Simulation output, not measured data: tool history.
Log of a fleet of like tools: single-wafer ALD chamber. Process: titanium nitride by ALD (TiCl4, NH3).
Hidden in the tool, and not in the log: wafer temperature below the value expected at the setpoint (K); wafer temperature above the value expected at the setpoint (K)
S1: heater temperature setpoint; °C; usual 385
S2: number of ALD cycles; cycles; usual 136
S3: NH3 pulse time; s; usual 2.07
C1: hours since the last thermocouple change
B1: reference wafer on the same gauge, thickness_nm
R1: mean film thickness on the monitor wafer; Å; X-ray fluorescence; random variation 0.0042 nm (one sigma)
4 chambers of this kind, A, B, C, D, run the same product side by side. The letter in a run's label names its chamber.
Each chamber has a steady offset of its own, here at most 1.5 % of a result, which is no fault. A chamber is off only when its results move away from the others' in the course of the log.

run     day   S1   S2    S3      C1      B1      R1
 1C   0.371  385  136  2.07   968.1  2.6717  29.829
 2D   0.642  385  136  2.07   658.1  2.6705  29.302
 3A   0.971  385  136  2.07   898.3  2.6706  29.424
 4B   1.242  385  136  2.07   815.4  2.6721  29.873
 5C   1.642  385  136  2.07   998.6  2.6723  29.884
 6D   1.938  385  136  2.07   689.2  2.6711  29.298
 7B   2.262  385  136  2.07   839.9  2.6719  29.745
 8A   2.488  385  148  2.07   934.7  2.6736  32.030
 9C   2.883  385  148  2.07  1028.4  2.6726  32.407
10D   3.262  385  148  2.07   721.0  2.6730  31.856
11A   3.496  385  148  2.07   958.9  2.6738  32.042
12B   3.921  385  136  2.07   879.7  2.6746  29.832
13D   4.300  385  136  2.07   745.9  2.6751  29.332
14B   4.596  385  136  2.07   895.9  2.6748  29.863
15C   4.992  385  136  2.07  1079.0  2.6762  29.859
16A   5.200  385  136  2.07   999.8  2.6764  29.364
17D   5.550  385  136  2.07   775.9  2.6766  29.316
18C   5.783  392  123  2.07  1098.0  2.6772  27.139
19B   6.100  392  123  2.07   932.0  2.6770  27.168
20A   6.496  392  123  2.07  1030.9  2.6767  26.830
21A   6.896  392  123  2.07  1040.5  2.6778  26.832
22C   7.154  385  136  2.07  1130.9  2.6788  29.924
23D   7.533  385  136  2.07   823.5  2.6792  29.367
24B   7.796  385  136  2.07   972.7  2.6786  29.942
25B   8.208  385  125  2.07   982.6  2.6792  27.461
26A   8.412  385  125  2.07  1076.9  2.6808  27.094
27D   8.817  385  125  2.07   854.3  2.6805  27.005
28C   9.050  385  125  2.07  1176.4  2.6800  27.406
29A   9.425  385  136  2.07  1101.2  2.6815  29.496
30D   9.654  385  136  2.07   874.4  2.6809  29.389
31C  10.046  385  136  2.07  1200.3  2.6810  29.854
32B  10.375  385  136  2.07  1034.6  2.6814  29.874
33B  10.692  385  136  2.07  1042.2  2.6816  29.866
34D  10.933  385  136  2.07   905.1  2.6840  29.445
35A  11.196  385  136  2.07  1143.7  2.6840  29.574
36C  11.508  385  136  2.50  1235.4  2.6835  30.137
     11.679  -- chamber B: thermocouple changed; heater temperature recalibrated
37C  11.767  385  136  2.50  1241.6  2.6834  30.167
38B  11.983  385  136  2.50     7.3  2.6832  30.217
39A  12.358  385  136  2.50  1171.6  2.6844  29.831
40D  12.675  385  136  2.07   946.9  2.6844  29.409
41C  12.996  385  136  2.07  1271.1  2.6854  29.938

Next, every chamber runs the same settings. What will each give?
42A  13.304  385  136  2.07           ?
42B  13.304  385  136  2.07           ?
42C  13.304  385  136  2.07           ?
42D  13.304  385  136  2.07           ?

run      R1
42A  29.576
42B  29.978
42C  29.892
42D  29.479

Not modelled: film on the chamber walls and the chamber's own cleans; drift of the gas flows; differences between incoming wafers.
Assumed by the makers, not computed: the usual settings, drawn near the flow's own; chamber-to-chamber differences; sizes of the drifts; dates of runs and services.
